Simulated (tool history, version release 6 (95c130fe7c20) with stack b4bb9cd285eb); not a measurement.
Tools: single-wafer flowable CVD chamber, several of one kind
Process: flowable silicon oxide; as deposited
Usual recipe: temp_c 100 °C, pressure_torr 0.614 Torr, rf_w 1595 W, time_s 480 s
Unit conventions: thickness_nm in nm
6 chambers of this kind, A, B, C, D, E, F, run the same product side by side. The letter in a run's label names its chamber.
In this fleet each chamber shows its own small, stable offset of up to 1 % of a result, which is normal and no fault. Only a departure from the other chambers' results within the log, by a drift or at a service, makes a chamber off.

| run | day | temp_c | pressure_torr | rf_w | time_s | hours since the last thermocouple change | hours since the last RF generator calibration | hours since the last manometer calibration | read-back reference wafer on the same gauge, thickness_nm | thickness_nm |
|---|---|---|---|---|---|---|---|---|---|---|
| 1D | 0.238 | 100 | 0.614 | 1595 | 480 | 428.8 | 88.9 | 838.4 | 207.95 | 191.85 |
| 2A | 0.446 | 100 | 0.614 | 1595 | 480 | 648.2 | 66.5 | 1265.9 | 207.96 | 193.89 |
| 3F | 0.875 | 100 | 0.614 | 1595 | 480 | 1220.6 | 588.9 | 806.8 | 207.79 | 193.64 |
| 4B | 1.254 | 100 | 0.614 | 1595 | 480 | 2362.9 | 490.1 | 1080.7 | 207.88 | 191.85 |
| 5C | 1.600 | 100 | 0.614 | 1595 | 480 | 891.5 | 859.2 | 1813.8 | 207.97 | 193.56 |
| 6E | 1.900 | 114 | 0.614 | 1595 | 480 | 229.6 | 1948.7 | 553.0 | 208.02 | 122.92 |
| 7E | 2.321 | 114 | 0.614 | 1595 | 480 | 239.7 | 1958.8 | 563.1 | 208.08 | 122.56 |
| 8C | 2.508 | 114 | 0.614 | 1595 | 480 | 913.3 | 881.0 | 1835.6 | 208.09 | 123.10 |
| 9F | 2.917 | 114 | 0.614 | 1595 | 480 | 1269.6 | 637.9 | 855.8 | 207.90 | 121.36 |
| 10A | 3.317 | 114 | 0.614 | 1595 | 480 | 717.1 | 135.4 | 1334.8 | 208.05 | 122.28 |
| 11D | 3.542 | 114 | 0.614 | 1595 | 480 | 508.1 | 168.2 | 917.7 | 208.08 | 120.74 |
| 12B | 3.904 | 100 | 0.614 | 1595 | 480 | 2426.5 | 553.7 | 1144.3 | 207.94 | 191.79 |
| 13A | 4.096 | 100 | 0.614 | 1595 | 480 | 735.8 | 154.1 | 1353.5 | 207.90 | 192.61 |
| 14C | 4.496 | 100 | 0.614 | 1595 | 480 | 961.0 | 928.7 | 1883.3 | 208.09 | 194.24 |
| 15F | 4.688 | 100 | 0.536 | 1800 | 480 | 1312.1 | 680.4 | 898.3 | 208.19 | 163.54 |
| 16B | 5.033 | 100 | 0.536 | 1800 | 480 | 2453.6 | 580.8 | 1171.4 | 208.04 | 163.95 |
| 17E | 5.454 | 100 | 0.536 | 1800 | 480 | 314.9 | 2034.0 | 638.3 | 207.96 | 163.58 |
| 18D | 5.788 | 100 | 0.536 | 1800 | 480 | 562.0 | 222.1 | 971.6 | 208.14 | 162.76 |
| 19F | 6.112 | 100 | 0.536 | 1800 | 480 | 1346.3 | 714.6 | 932.5 | 208.17 | 164.56 |
| 20D | 6.533 | 100 | 0.536 | 1800 | 480 | 579.9 | 240.0 | 989.5 | 208.01 | 163.13 |
| 21C | 6.783 | 100 | 0.614 | 1595 | 408 | 1015.9 | 983.6 | 1938.2 | 208.03 | 165.00 |
| 22E | 7.067 | 100 | 0.614 | 1595 | 408 | 353.6 | 2072.7 | 677.0 | 208.05 | 162.15 |
| 23B | 7.462 | 100 | 0.614 | 1595 | 408 | 2511.9 | 639.1 | 1229.7 | 208.05 | 163.35 |
| 24A | 7.733 | 100 | 0.614 | 1595 | 408 | 823.1 | 241.4 | 1440.8 | 207.96 | 163.98 |
| 25D | 8.112 | 100 | 0.614 | 1595 | 408 | 617.8 | 277.9 | 1027.4 | 207.96 | 162.71 |
| 26A | 8.462 | 100 | 0.614 | 1595 | 408 | 840.6 | 258.9 | 1458.3 | 207.96 | 164.98 |
| 27B | 8.808 | 100 | 0.614 | 1595 | 480 | 2544.2 | 671.4 | 1262.0 | 207.95 | 193.05 |
| 28F | 9.038 | 100 | 0.614 | 1325 | 538 | 1416.5 | 784.8 | 1002.7 | 208.02 | 202.92 |
| 29E | 9.371 | 100 | 0.614 | 1325 | 538 | 408.9 | 2128.0 | 732.3 | 207.97 | 199.86 |
| 30C | 9.675 | 100 | 0.614 | 1325 | 538 | 1085.3 | 1053.0 | 2007.6 | 207.92 | 203.69 |
| 31F | 9.938 | 100 | 0.614 | 1325 | 538 | 1438.1 | 806.4 | 1024.3 | 208.15 | 202.31 |
|  | 9.942 | chamber F: capacitance manometer re-zeroed and calibrated |
| 32A | 10.179 | 100 | 0.614 | 1325 | 538 | 881.8 | 300.1 | 1499.5 | 207.97 | 203.51 |
| 33E | 10.596 | 100 | 0.614 | 1325 | 538 | 438.3 | 2157.4 | 761.7 | 208.06 | 198.57 |
| 34B | 10.808 | 100 | 0.614 | 1595 | 480 | 2592.2 | 719.4 | 1310.0 | 207.76 | 194.15 |
| 35D | 11.162 | 100 | 0.614 | 1595 | 480 | 691.0 | 351.1 | 1100.6 | 208.15 | 191.29 |
| 36C | 11.508 | 100 | 0.614 | 1595 | 480 | 1129.3 | 1097.0 | 2051.6 | 208.08 | 194.25 |
|  | 11.738 | chamber B: capacitance manometer re-zeroed and calibrated |
| 37B | 11.738 | 100 | 0.614 | 1595 | 480 | 2614.5 | 741.7 | 0.1 | 208.12 | 193.45 |
| 38F | 11.925 | 100 | 0.614 | 1480 | 480 | 1485.8 | 854.1 | 47.6 | 207.92 | 189.28 |
| 39E | 12.317 | 100 | 0.614 | 1480 | 480 | 479.6 | 2198.7 | 803.0 | 208.02 | 182.53 |
|  | 12.646 | chamber D: capacitance manometer re-zeroed and calibrated |
| 40D | 12.746 | 100 | 0.614 | 1480 | 480 | 729.0 | 389.1 | 2.5 | 208.09 | 187.23 |
| 41C | 13.096 | 100 | 0.614 | 1480 | 480 | 1167.4 | 1135.1 | 2089.7 | 207.84 | 190.37 |
| 42A | 13.467 | 100 | 0.614 | 1480 | 480 | 960.7 | 379.0 | 1578.4 | 207.97 | 189.11 |
| 43A | 13.729 | 100 | 0.614 | 1480 | 480 | 967.0 | 385.3 | 1584.7 | 207.95 | 190.27 |
| 44D | 14.158 | 100 | 0.614 | 1595 | 480 | 762.9 | 423.0 | 36.4 | 208.07 | 191.64 |

Next, all 6 chambers run the settings below, one line each with question marks for the results. What does each chamber give?
| 45A | 14.467 | 93 | 0.614 | 1595 | 480 |  |  |  |  | ? |
| 45B | 14.467 | 93 | 0.614 | 1595 | 480 |  |  |  |  | ? |
| 45C | 14.467 | 93 | 0.614 | 1595 | 480 |  |  |  |  | ? |
| 45D | 14.467 | 93 | 0.614 | 1595 | 480 |  |  |  |  | ? |
| 45E | 14.467 | 93 | 0.614 | 1595 | 480 |  |  |  |  | ? |
| 45F | 14.467 | 93 | 0.614 | 1595 | 480 |  |  |  |  | ? |

| run | thickness_nm |
|---|---|
| 45A | 241.89 |
| 45B | 241.55 |
| 45C | 245.02 |
| 45D | 240.09 |
| 45E | 234.63 |
| 45F | 243.95 |

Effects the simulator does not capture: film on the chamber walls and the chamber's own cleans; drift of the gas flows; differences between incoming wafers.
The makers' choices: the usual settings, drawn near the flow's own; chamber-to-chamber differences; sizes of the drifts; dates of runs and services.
